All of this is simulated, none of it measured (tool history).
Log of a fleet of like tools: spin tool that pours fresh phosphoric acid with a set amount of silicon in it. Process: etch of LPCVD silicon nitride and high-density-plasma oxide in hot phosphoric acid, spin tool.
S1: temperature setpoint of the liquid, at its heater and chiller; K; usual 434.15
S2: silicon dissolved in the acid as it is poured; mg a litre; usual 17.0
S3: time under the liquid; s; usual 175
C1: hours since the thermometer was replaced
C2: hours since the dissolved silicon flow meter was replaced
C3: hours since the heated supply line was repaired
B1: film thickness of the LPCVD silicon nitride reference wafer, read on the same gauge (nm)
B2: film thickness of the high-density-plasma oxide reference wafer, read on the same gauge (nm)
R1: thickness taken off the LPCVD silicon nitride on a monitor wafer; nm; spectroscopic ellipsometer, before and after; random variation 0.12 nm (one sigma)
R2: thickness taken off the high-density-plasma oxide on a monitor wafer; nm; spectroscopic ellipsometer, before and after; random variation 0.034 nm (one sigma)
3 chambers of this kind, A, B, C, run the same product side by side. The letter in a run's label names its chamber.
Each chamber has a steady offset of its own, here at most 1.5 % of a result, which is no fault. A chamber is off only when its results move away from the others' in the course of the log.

{"run": "1B", "day": 0.242, "S1": 434.15, "S2": 17.0, "S3": 175, "C1": 27.9, "C2": 545.1, "C3": 76.1, "B1": 30.035, "B2": 60.033, "R1": 15.144, "R2": 0.53466}
{"run": "2C", "day": 0.558, "S1": 434.15, "S2": 17.0, "S3": 175, "C1": 667.1, "C2": 1553.0, "C3": 642.2, "B1": 29.995, "B2": 60.024, "R1": 14.92, "R2": 0.52621}
{"run": "3A", "day": 0.754, "S1": 434.15, "S2": 17.0, "S3": 175, "C1": 366.6, "C2": 892.1, "C3": 914.1, "B1": 30.008, "B2": 59.986, "R1": 14.865, "R2": 0.47499}
{"run": "4B", "day": 1.192, "S1": 434.15, "S2": 17.0, "S3": 175, "C1": 50.7, "C2": 567.9, "C3": 98.9, "B1": 29.983, "B2": 59.99, "R1": 14.658, "R2": 0.53536}
{"run": "5A", "day": 1.608, "S1": 434.15, "S2": 17.0, "S3": 175, "C1": 387.1, "C2": 912.6, "C3": 934.6, "B1": 29.975, "B2": 59.98, "R1": 14.736, "R2": 0.5094}
{"run": "6C", "day": 2.038, "S1": 434.15, "S2": 17.0, "S3": 175, "C1": 702.6, "C2": 1588.5, "C3": 677.7, "B1": 30.046, "B2": 59.991, "R1": 14.587, "R2": 0.50727}
{"run": "7A", "day": 2.483, "S1": 432.15, "S2": 8.5, "S3": 175, "C1": 408.1, "C2": 933.6, "C3": 955.6, "B1": 29.983, "B2": 59.949, "R1": 13.685, "R2": 0.51732}
{"run": "8C", "day": 2.833, "S1": 432.15, "S2": 8.5, "S3": 175, "C1": 721.7, "C2": 1607.6, "C3": 696.8, "B1": 30.024, "B2": 60.029, "R1": 14.063, "R2": 0.57103}
{"run": "9B", "day": 3.262, "S1": 432.15, "S2": 8.5, "S3": 175, "C1": 100.4, "C2": 617.6, "C3": 148.6, "B1": 30.0, "B2": 59.986, "R1": 14.018, "R2": 0.59439}
{"run": "10A", "day": 3.588, "S1": 434.15, "S2": 17.0, "S3": 175, "C1": 434.6, "C2": 960.1, "C3": 982.1, "B1": 30.063, "B2": 60.016, "R1": 14.835, "R2": 0.49822}
{"run": "11B", "day": 3.792, "S1": 434.15, "S2": 17.0, "S3": 175, "C1": 113.1, "C2": 630.3, "C3": 161.3, "B1": 30.034, "B2": 60.017, "R1": 14.645, "R2": 0.55401}
{"run": "12C", "day": 4.042, "S1": 434.15, "S2": 17.0, "S3": 175, "C1": 750.7, "C2": 1636.6, "C3": 725.8, "B1": 30.041, "B2": 59.963, "R1": 14.899, "R2": 0.50539}
{"run": "13B", "day": 4.417, "S1": 434.15, "S2": 17.0, "S3": 175, "C1": 128.1, "C2": 645.3, "C3": 176.3, "B1": 29.985, "B2": 60.076, "R1": 14.765, "R2": 0.47226}
{"run": "14C", "day": 4.817, "S1": 434.15, "S2": 17.0, "S3": 175, "C1": 769.3, "C2": 1655.2, "C3": 744.4, "B1": 29.924, "B2": 60.03, "R1": 14.551, "R2": 0.53457}
{"run": "15A", "day": 5.133, "S1": 434.15, "S2": 17.0, "S3": 175, "C1": 471.7, "C2": 997.2, "C3": 1019.2, "B1": 29.975, "B2": 60.007, "R1": 14.883, "R2": 0.55869}
{"day": 5.408, "done": "chamber C: dissolved silicon flow meter replaced"}
{"run": "16A", "day": 5.558, "S1": 434.15, "S2": 17.0, "S3": 175, "C1": 481.9, "C2": 1007.4, "C3": 1029.4, "B1": 30.023, "B2": 60.019, "R1": 14.615, "R2": 0.50634}
{"run": "17C", "day": 5.933, "S1": 434.15, "S2": 27.0, "S3": 175, "C1": 796.1, "C2": 12.7, "C3": 771.2, "B1": 29.982, "B2": 59.988, "R1": 14.877, "R2": 0.35273}
{"run": "18B", "day": 6.212, "S1": 434.15, "S2": 27.0, "S3": 175, "C1": 171.2, "C2": 688.4, "C3": 219.4, "B1": 30.01, "B2": 60.047, "R1": 14.937, "R2": 0.35593}
{"run": "19B", "day": 6.5, "S1": 434.15, "S2": 27.0, "S3": 175, "C1": 178.1, "C2": 695.3, "C3": 226.3, "B1": 29.982, "B2": 59.992, "R1": 14.975, "R2": 0.34768}
{"run": "20A", "day": 6.754, "S1": 434.15, "S2": 17.0, "S3": 175, "C1": 510.6, "C2": 1036.1, "C3": 1058.1, "B1": 30.039, "B2": 60.034, "R1": 14.509, "R2": 0.52308}
{"run": "21C", "day": 7.083, "S1": 434.15, "S2": 17.0, "S3": 175, "C1": 823.7, "C2": 40.3, "C3": 798.8, "B1": 29.998, "B2": 59.999, "R1": 14.907, "R2": 0.52504}
{"run": "22C", "day": 7.338, "S1": 434.15, "S2": 17.0, "S3": 175, "C1": 829.8, "C2": 46.4, "C3": 804.9, "B1": 30.008, "B2": 59.977, "R1": 14.903, "R2": 0.49362}
{"run": "23B", "day": 7.617, "S1": 434.15, "S2": 17.0, "S3": 175, "C1": 204.9, "C2": 722.1, "C3": 253.1, "B1": 30.024, "B2": 60.034, "R1": 14.893, "R2": 0.5308}
{"run": "24A", "day": 7.996, "S1": 434.15, "S2": 24.5, "S3": 175, "C1": 540.4, "C2": 1065.9, "C3": 1087.9, "B1": 30.013, "B2": 60.001, "R1": 14.68, "R2": 0.38089}
{"run": "25C", "day": 8.262, "S1": 434.15, "S2": 24.5, "S3": 175, "C1": 852.0, "C2": 68.6, "C3": 827.1, "B1": 30.04, "B2": 59.99, "R1": 14.886, "R2": 0.41287}
{"run": "26A", "day": 8.642, "S1": 434.15, "S2": 24.5, "S3": 175, "C1": 555.9, "C2": 1081.4, "C3": 1103.4, "B1": 29.998, "B2": 60.003, "R1": 14.626, "R2": 0.44947}
{"run": "27B", "day": 8.896, "S1": 434.15, "S2": 17.0, "S3": 175, "C1": 235.6, "C2": 752.8, "C3": 283.8, "B1": 29.982, "B2": 60.033, "R1": 14.966, "R2": 0.5271}
{"day": 9.208, "done": "chamber C: heated supply line repaired"}
{"run": "28B", "day": 9.267, "S1": 435.65, "S2": 6.5, "S3": 175, "C1": 244.5, "C2": 761.7, "C3": 292.7, "B1": 29.988, "B2": 59.996, "R1": 15.439, "R2": 0.69221}
{"run": "29A", "day": 9.679, "S1": 435.65, "S2": 6.5, "S3": 175, "C1": 580.8, "C2": 1106.3, "C3": 1128.3, "B1": 29.975, "B2": 59.963, "R1": 15.439, "R2": 0.66013}
{"run": "30C", "day": 10.079, "S1": 435.65, "S2": 6.5, "S3": 175, "C1": 895.6, "C2": 112.2, "C3": 20.9, "B1": 30.068, "B2": 59.986, "R1": 15.642, "R2": 0.77058}
{"run": "31C", "day": 10.412, "S1": 434.15, "S2": 22.5, "S3": 175, "C1": 903.6, "C2": 120.2, "C3": 28.9, "B1": 30.0, "B2": 59.97, "R1": 14.723, "R2": 0.39536}
{"run": "32B", "day": 10.838, "S1": 434.15, "S2": 22.5, "S3": 175, "C1": 282.2, "C2": 799.4, "C3": 330.4, "B1": 29.993, "B2": 59.985, "R1": 14.781, "R2": 0.44757}
{"run": "33A", "day": 11.275, "S1": 434.15, "S2": 22.5, "S3": 175, "C1": 619.1, "C2": 1144.6, "C3": 1166.6, "B1": 30.08, "B2": 60.024, "R1": 14.782, "R2": 0.41393}
{"run": "34C", "day": 11.679, "S1": 434.15, "S2": 10.0, "S3": 175, "C1": 934.0, "C2": 150.6, "C3": 59.3, "B1": 29.993, "B2": 59.961, "R1": 14.737, "R2": 0.64479}
{"run": "35A", "day": 11.938, "S1": 434.15, "S2": 10.0, "S3": 175, "C1": 635.0, "C2": 1160.5, "C3": 1182.5, "B1": 30.003, "B2": 59.989, "R1": 14.668, "R2": 0.59883}
{"run": "36B", "day": 12.233, "S1": 434.15, "S2": 10.0, "S3": 175, "C1": 315.7, "C2": 832.9, "C3": 363.9, "B1": 30.066, "B2": 60.037, "R1": 14.796, "R2": 0.5472}

All 3 chambers run these settings next. Forecast each chamber's results:
{"run": "37A", "day": 12.554, "S1": 434.15, "S2": 17.0, "S3": 120, "R1": "?", "R2": "?"}
{"run": "37B", "day": 12.554, "S1": 434.15, "S2": 17.0, "S3": 120, "R1": "?", "R2": "?"}
{"run": "37C", "day": 12.554, "S1": 434.15, "S2": 17.0, "S3": 120, "R1": "?", "R2": "?"}

run=37A R1=10.025 R2=0.32984
run=37B R1=10.180 R2=0.34872
run=37C R1=10.067 R2=0.36276

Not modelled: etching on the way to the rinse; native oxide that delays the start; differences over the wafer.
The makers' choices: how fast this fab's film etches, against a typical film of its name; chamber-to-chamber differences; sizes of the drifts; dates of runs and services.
